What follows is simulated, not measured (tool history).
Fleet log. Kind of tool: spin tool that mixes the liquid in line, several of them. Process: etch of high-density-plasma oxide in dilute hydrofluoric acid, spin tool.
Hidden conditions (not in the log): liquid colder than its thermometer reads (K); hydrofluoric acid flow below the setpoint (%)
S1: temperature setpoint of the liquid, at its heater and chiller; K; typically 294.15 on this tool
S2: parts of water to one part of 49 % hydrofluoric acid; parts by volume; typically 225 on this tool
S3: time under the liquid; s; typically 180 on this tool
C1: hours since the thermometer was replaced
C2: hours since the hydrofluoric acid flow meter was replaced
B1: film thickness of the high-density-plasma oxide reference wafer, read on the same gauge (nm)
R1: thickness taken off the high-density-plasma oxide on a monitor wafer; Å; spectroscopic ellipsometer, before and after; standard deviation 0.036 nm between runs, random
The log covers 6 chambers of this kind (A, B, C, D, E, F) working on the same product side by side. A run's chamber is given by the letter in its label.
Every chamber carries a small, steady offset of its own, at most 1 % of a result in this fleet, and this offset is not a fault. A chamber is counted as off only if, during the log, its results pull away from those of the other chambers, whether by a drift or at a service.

run,day,S1,S2,S3,C1,C2,B1,R1
1A,0.292,294.15,225,180,800.7,1050.1,89.993,42.829
2D,0.579,294.15,225,180,1714.3,216.8,89.978,42.095
3C,0.879,294.15,225,180,93.7,373.3,90.003,42.257
4F,1.158,294.15,225,180,478.6,1150.9,90.016,41.764
5B,1.296,294.15,225,180,655,455.6,89.986,41.442
6E,1.512,294.15,225,180,680.3,1000.2,90.016,41.787
7C,1.725,294.15,225,180,114,393.6,90.009,41.907
8B,1.871,294.15,225,180,668.8,469.4,89.987,41.549
9F,2.012,294.15,225,180,499.1,1171.4,90.005,41.86
10E,2.15,294.15,225,180,695.6,1015.5,89.985,41.344
11D,2.367,294.15,225,180,1757.2,259.7,90.009,41.428
12A,2.554,294.15,225,180,855,1104.4,89.994,41.946
13D,2.825,294.15,225,180,1768.2,270.7,89.972,42.093
14E,3.075,294.15,225,180,717.8,1037.7,90.008,41.836
15C,3.342,294.15,225,180,152.8,432.4,90.018,41.702
# day 3.433: chamber C: hydrofluoric acid flow meter replaced
16B,3.562,294.15,225,180,709.4,510,90.016,41.959
17F,3.862,294.15,225,180,543.5,1215.8,89.996,42.365
18A,4.104,294.15,225,180,892.2,1141.6,90.011,42.581
19F,4.375,294.15,225,180,555.8,1228.1,89.974,41.272
20B,4.575,294.15,225,180,733.7,534.3,89.984,42.143
21E,4.862,294.15,225,180,760.7,1080.6,89.988,41.717
22D,5.029,294.15,225,180,1821.1,323.6,90.023,42.48
23A,5.325,294.15,225,180,921.5,1170.9,89.972,42.102
24C,5.542,294.15,310,235,205.6,50.7,89.997,36.91
# day 5.554: chamber D: thermometer replaced
25E,5.788,294.15,310,235,782.9,1102.8,90.006,35.558
26D,6.083,294.15,310,235,12.8,348.9,90.004,36.577
27A,6.338,294.15,310,235,945.8,1195.2,89.977,37.195
28B,6.529,294.15,310,235,780.6,581.2,89.982,36.748
29C,6.717,294.15,310,235,233.8,78.9,89.994,36.376
30F,6.862,294.15,165,180,615.5,1287.8,90.004,59.604
31A,7.075,294.15,165,180,963.5,1212.9,90.004,60.599
32C,7.329,294.15,165,180,248.5,93.6,90.01,61.741
33D,7.571,294.15,165,180,48.5,384.6,90.006,60.706
34F,7.8,294.15,165,180,638,1310.3,90.011,58.544
35B,8.067,294.15,165,180,817.5,618.1,89.985,59.724
36E,8.229,294.15,225,180,841.5,1161.4,89.993,39.539
37E,8.388,294.15,225,180,845.3,1165.2,89.984,40.12

Is one chamber off against the others, does the gauge drift, or is nothing wrong? If a chamber is off, say which, and what the likeliest cause is.

Little by little, chamber E moves away from the other chambers.
What lies behind it: hydrofluoric acid flow below the setpoint (%) = 4.94.
From this log alone, it may not be told apart from: liquid colder than its thermometer reads (K).

Here are 4 candidates for chamber E's next run, each the usual settings with a change, their results left as question marks. Which one brings its results back in line with what the others give on the usual settings?
Allowed miss from the other chambers' usual-settings mean, per result, to count as in line: R1 1.3 Å
38E-1,8.604,294.65,225,200,,,,?
38E-2,8.604,294.15,230,175,,,,?
38E-3,8.604,294.15,235,170,,,,?
38E-4,8.604,294.15,220,185,,,,?

Other chambers, usual settings, mean: R1 42.001 Å
run,R1
38E-1,44.723
38E-2,37.356
38E-3,35.324
38E-4,41.74
38E-4 is the one that brings the chamber's results back in line with the other chambers.
